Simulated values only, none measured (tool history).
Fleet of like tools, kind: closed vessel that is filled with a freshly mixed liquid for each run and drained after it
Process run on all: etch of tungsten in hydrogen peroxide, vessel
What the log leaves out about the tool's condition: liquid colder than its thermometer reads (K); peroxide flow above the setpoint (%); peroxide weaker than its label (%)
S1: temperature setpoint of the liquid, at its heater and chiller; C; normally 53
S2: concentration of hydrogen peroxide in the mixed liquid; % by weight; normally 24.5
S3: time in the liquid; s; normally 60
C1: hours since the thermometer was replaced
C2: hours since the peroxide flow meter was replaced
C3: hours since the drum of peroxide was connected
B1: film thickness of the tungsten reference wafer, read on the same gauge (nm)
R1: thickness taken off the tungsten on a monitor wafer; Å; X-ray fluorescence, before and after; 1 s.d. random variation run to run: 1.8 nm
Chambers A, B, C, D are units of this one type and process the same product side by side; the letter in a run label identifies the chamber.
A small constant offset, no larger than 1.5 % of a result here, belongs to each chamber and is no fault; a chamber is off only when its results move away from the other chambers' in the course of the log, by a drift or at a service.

run,hour,S1,S2,S3,C1,C2,C3,B1,R1
1B,6.5,53,24.5,60,780.8,291.4,191.1,139.99,2218
2A,12.9,53,24.5,60,211.9,921.8,197.7,139.93,2204.3
3D,24.4,53,24.5,60,1149.7,1089.7,343.7,140.06,2225.7
4C,30,53,24.5,60,309.3,406.3,936.2,139.96,2202.3
5B,41.5,53,24.5,60,815.8,326.4,226.1,139.98,2216.1
6D,50.2,53,18.5,60,1175.5,1115.5,369.5,139.96,1926.4
7C,59.5,53,18.5,60,338.8,435.8,965.7,139.99,1941
# hour 68.3: chamber D: thermometer replaced
8A,69.6,53,18.5,60,268.6,978.5,254.4,140.06,1911.3
9D,80.1,53,18.5,60,11.8,1145.4,399.4,139.99,1950.1
10B,87.3,53,24.5,45,861.6,372.2,271.9,140,1688.6
11A,97.5,53,24.5,45,296.5,1006.4,282.3,140.04,1653.3
12C,106.7,53,24.5,45,386,483,1012.9,140.01,1669.5
13B,112.9,53,24.5,45,887.2,397.8,297.5,140.01,1673.6
# hour 118.4: chamber C: new drum of peroxide connected
14C,122.1,53,24.5,60,401.4,498.4,3.8,140.02,2224.7
15D,133.1,53,24.5,60,64.8,1198.4,452.4,140,2251.1
16A,141.7,53,24.5,60,340.7,1050.6,326.5,139.95,2200.8
17A,149.4,53,24.5,60,348.4,1058.3,334.2,140,2209.4
18D,156.2,53,24.5,60,87.9,1221.5,475.5,140.01,2259.3
# hour 161.3: chamber B: thermometer replaced
19B,163.1,53,24.5,60,1.9,448,347.7,140.01,2268
20C,173.5,53,24.5,60,452.8,549.8,55.2,139.99,2238.1
# hour 176.7: chamber D: new drum of peroxide connected
21A,178.9,53,24.5,60,377.9,1087.8,363.7,139.96,2193.9
22B,184,53,24.5,60,22.8,468.9,368.6,139.95,2227.7
23C,191.2,53,24.5,60,470.5,567.5,72.9,140.01,2222.6
24D,202.3,53,24.5,60,134,1267.6,25.6,140.01,2242.9
25C,211,53,24.5,60,490.3,587.3,92.7,139.99,2218.5
26D,217.4,45,29.5,60,149.1,1282.7,40.7,140,1483.3
27A,224.1,45,29.5,60,423.1,1133,408.9,139.96,1484.2
28B,231.4,45,29.5,60,70.2,516.3,416,140,1515.6
29D,241.6,45,29.5,60,173.3,1306.9,64.9,139.97,1497.6
30A,246.6,53,24.5,60,445.6,1155.5,431.4,140,2211.3
# hour 249.6: chamber A: thermometer replaced
31C,255.9,53,24.5,60,535.2,632.2,137.6,140,2261.1
32B,265.5,53,29,60,104.3,550.4,450.1,140.02,2415.9
33D,273.6,53,29,60,205.3,1338.9,96.9,140.02,2457.9
34C,282.4,53,29,60,561.7,658.7,164.1,140.05,2423.1
35B,292.9,53,29,60,131.7,577.8,477.5,139.97,2410.4
36A,299,53,24.5,60,49.4,1207.9,483.8,140.02,2197.7
37C,304.3,53,24.5,60,583.6,680.6,186,140.03,2199.2
38B,311.9,53,24.5,60,150.7,596.8,496.5,139.99,2225.7
39A,317.4,53,24.5,60,67.8,1226.3,502.2,140.03,2219.2
40D,328.6,53,24.5,60,260.3,1393.9,151.9,140,2252.9

Next, every chamber runs the same settings. What will each give?
41A,336.9,53,18,60,,,,,?
41B,336.9,53,18,60,,,,,?
41C,336.9,53,18,60,,,,,?
41D,336.9,53,18,60,,,,,?

run,R1
41A,1878
41B,1931
41C,1898.2
41D,1920.8

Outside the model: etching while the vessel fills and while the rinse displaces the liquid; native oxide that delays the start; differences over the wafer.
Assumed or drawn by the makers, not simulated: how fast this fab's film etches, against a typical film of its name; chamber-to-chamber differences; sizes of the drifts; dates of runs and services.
